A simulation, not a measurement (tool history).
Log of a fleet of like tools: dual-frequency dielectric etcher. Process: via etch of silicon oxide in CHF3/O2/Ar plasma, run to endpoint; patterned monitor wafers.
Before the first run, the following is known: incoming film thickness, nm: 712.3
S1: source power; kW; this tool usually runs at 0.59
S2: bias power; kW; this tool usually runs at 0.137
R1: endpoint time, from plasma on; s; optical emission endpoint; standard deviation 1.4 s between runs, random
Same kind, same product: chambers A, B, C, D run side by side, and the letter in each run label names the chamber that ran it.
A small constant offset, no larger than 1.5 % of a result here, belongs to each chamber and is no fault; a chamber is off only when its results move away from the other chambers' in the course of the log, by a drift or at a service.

run 1B hour=4.8 | S1=0.59 S2=0.137 | R1=402.95
run 2A hour=11.3 | S1=0.59 S2=0.137 | R1=401.15
-- hour=12.4 chamber B: wet clean of the chamber
run 3C hour=16.3 | S1=0.59 S2=0.137 | R1=398.99
run 4D hour=22.6 | S1=0.59 S2=0.137 | R1=395.56
run 5C hour=26.6 | S1=0.59 S2=0.137 | R1=394.87
run 6B hour=34.5 | S1=0.59 S2=0.137 | R1=399.27
run 7A hour=40.5 | S1=0.59 S2=0.137 | R1=401.09
run 8D hour=47.5 | S1=0.59 S2=0.137 | R1=393.14
run 9B hour=54.3 | S1=0.59 S2=0.137 | R1=398.62
-- hour=55.5 chamber C: wet clean of the chamber
run 10C hour=60.6 | S1=0.59 S2=0.137 | R1=392.77
run 11D hour=67.1 | S1=0.59 S2=0.137 | R1=391.07
run 12A hour=74 | S1=0.59 S2=0.137 | R1=404.62
run 13B hour=78.5 | S1=0.59 S2=0.137 | R1=397.47
run 14D hour=85.7 | S1=0.59 S2=0.137 | R1=389.51
run 15C hour=89.7 | S1=0.59 S2=0.137 | R1=398.22
run 16A hour=96.5 | S1=0.59 S2=0.137 | R1=402.45
run 17D hour=102.8 | S1=0.68 S2=0.137 | R1=368.51
run 18A hour=109 | S1=0.68 S2=0.137 | R1=380.84
run 19C hour=113.6 | S1=0.68 S2=0.137 | R1=374.22
run 20B hour=121 | S1=0.68 S2=0.137 | R1=377.9
run 21C hour=125.1 | S1=0.59 S2=0.137 | R1=397.1
run 22A hour=129.5 | S1=0.59 S2=0.137 | R1=402.88
run 23D hour=134.9 | S1=0.59 S2=0.137 | R1=385.17
-- hour=140.7 chamber A: wet clean of the chamber
run 24B hour=140.8 | S1=0.59 S2=0.137 | R1=399.87
run 25C hour=145.1 | S1=0.59 S2=0.137 | R1=399.85
run 26D hour=151.6 | S1=0.59 S2=0.137 | R1=383.1
run 27B hour=156.2 | S1=0.59 S2=0.137 | R1=398.83
run 28A hour=161.4 | S1=0.59 S2=0.137 | R1=399.86
run 29D hour=169.2 | S1=0.54 S2=0.137 | R1=393.17
run 30B hour=172.8 | S1=0.54 S2=0.137 | R1=413.65

Does one chamber stand apart from the rest, does the shared gauge drift, or is all well apart from small per-chamber offsets? Give the chamber and the most likely cause, where there is one.

Little by little, chamber D moves away from the other chambers.
Most likely cause: etch rate over this chamber's usual, % = 3.42.

Chamber D could run next with any of the 4 candidate recipes listed below; each alters the usual settings, and their results appear as question marks. Which one brings its results back in line with what the other chambers deliver on the usual settings?
A result is in line if it is within this distance of the other chambers' mean on the usual settings: R1 4.9 s
run 31D-1 hour=178.7 | S1=0.59 S2=0.146 | R1=?
run 31D-2 hour=178.7 | S1=0.56 S2=0.137 | R1=?
run 31D-3 hour=178.7 | S1=0.55 S2=0.129 | R1=?
run 31D-4 hour=178.7 | S1=0.66 S2=0.137 | R1=?

Usual-settings mean across the other chambers: R1 399.3 s
run=31D-1 R1=373.24
run=31D-2 R1=388.73
run=31D-3 R1=398.96
run=31D-4 R1=364.42
The answer is 31D-3, which returns the chamber to within the allowed miss of the others.
